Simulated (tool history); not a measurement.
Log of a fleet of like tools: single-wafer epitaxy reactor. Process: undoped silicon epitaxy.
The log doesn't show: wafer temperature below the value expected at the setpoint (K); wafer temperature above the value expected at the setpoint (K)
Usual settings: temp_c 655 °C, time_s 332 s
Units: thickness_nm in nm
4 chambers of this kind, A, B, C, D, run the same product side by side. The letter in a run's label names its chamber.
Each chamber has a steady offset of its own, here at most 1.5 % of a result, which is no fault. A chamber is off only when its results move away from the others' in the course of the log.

| run | hour | temp_c | time_s | hours since the last pyrometer calibration | read-back reference wafer on the same gauge, thickness_nm | thickness_nm |
|---|---|---|---|---|---|---|
| 1C | 12.8 | 655 | 332 | 212.8 | 72.824 | 63.055 |
| 2B | 20.3 | 655 | 332 | 862 | 72.935 | 62.315 |
| 3A | 29.4 | 655 | 332 | 1728.2 | 72.915 | 62.376 |
| 4D | 39.3 | 655 | 332 | 1531 | 72.873 | 62.147 |
| 5B | 45.8 | 655 | 332 | 887.5 | 72.903 | 62.447 |
| 6C | 55.4 | 655 | 332 | 255.4 | 72.894 | 63.033 |
| 7A | 66.5 | 655 | 332 | 1765.3 | 72.934 | 62.35 |
| 8D | 79.4 | 655 | 332 | 1571.1 | 72.869 | 62.255 |
| 9C | 88.6 | 655 | 332 | 288.6 | 72.849 | 62.67 |
| 10A | 99.3 | 655 | 332 | 1798.1 | 72.863 | 62.695 |
| 11B | 110.7 | 667 | 285 | 952.4 | 72.898 | 69.292 |
| 12D | 120.5 | 667 | 285 | 1612.2 | 72.9 | 69.251 |
| 13D | 131.2 | 667 | 285 | 1622.9 | 72.873 | 69.154 |
|  | 134.8 | chamber B: pyrometer calibrated |
| 14C | 137.9 | 667 | 285 | 337.9 | 72.931 | 69.337 |
| 15A | 144.5 | 655 | 332 | 1843.3 | 72.868 | 62.478 |
| 16B | 156.9 | 655 | 332 | 22.1 | 72.908 | 62.256 |
| 17B | 165.6 | 655 | 332 | 30.8 | 72.887 | 62.13 |
| 18A | 171.8 | 655 | 332 | 1870.6 | 72.913 | 62.502 |
| 19C | 183.3 | 655 | 332 | 383.3 | 72.887 | 62.398 |
| 20D | 195.5 | 640 | 380 | 1687.2 | 72.919 | 51.214 |
| 21C | 206.2 | 640 | 380 | 406.2 | 72.921 | 52.095 |
| 22D | 215.5 | 640 | 380 | 1707.2 | 72.922 | 51.11 |
| 23B | 227.1 | 640 | 380 | 92.3 | 72.93 | 51.682 |
| 24A | 236.8 | 648 | 388 | 1935.6 | 72.857 | 61.716 |
| 25C | 248.2 | 648 | 388 | 448.2 | 72.989 | 62.978 |
| 26A | 260 | 648 | 388 | 1958.8 | 72.841 | 61.708 |
| 27D | 266.3 | 648 | 388 | 1758 | 72.915 | 62.499 |
|  | 269.3 | chamber D: pyrometer calibrated |
| 28B | 278.8 | 655 | 268 | 144 | 72.837 | 50.396 |
| 29C | 290.7 | 655 | 268 | 490.7 | 72.866 | 50.444 |
| 30D | 303.6 | 655 | 268 | 34.4 | 72.904 | 50.181 |
| 31B | 309.6 | 655 | 268 | 174.8 | 72.909 | 50.262 |
| 32A | 319.6 | 655 | 332 | 2018.4 | 72.904 | 61.289 |
| 33B | 328 | 648 | 389 | 193.2 | 72.921 | 62.628 |
| 34A | 335.7 | 648 | 389 | 2034.5 | 72.82 | 61.581 |
| 35D | 345.6 | 648 | 389 | 76.4 | 72.868 | 62.331 |
| 36C | 351.9 | 648 | 389 | 551.9 | 72.844 | 63.565 |
| 37C | 363.5 | 655 | 332 | 563.5 | 72.914 | 62.952 |
| 38A | 375.5 | 655 | 332 | 2074.3 | 72.888 | 61.014 |
| 39B | 383.4 | 655 | 332 | 248.6 | 72.948 | 62.181 |
| 40D | 394.6 | 655 | 332 | 125.4 | 72.891 | 62.461 |
| 41D | 406.8 | 655 | 362 | 137.6 | 72.898 | 67.668 |

All 4 chambers run these settings next. Forecast each chamber's results:
| 42A | 416.3 | 666 | 332 |  |  | ? |
| 42B | 416.3 | 666 | 332 |  |  | ? |
| 42C | 416.3 | 666 | 332 |  |  | ? |
| 42D | 416.3 | 666 | 332 |  |  | ? |

| run | thickness_nm |
|---|---|
| 42A | 76.727 |
| 42B | 78.39 |
| 42C | 79.482 |
| 42D | 79.244 |
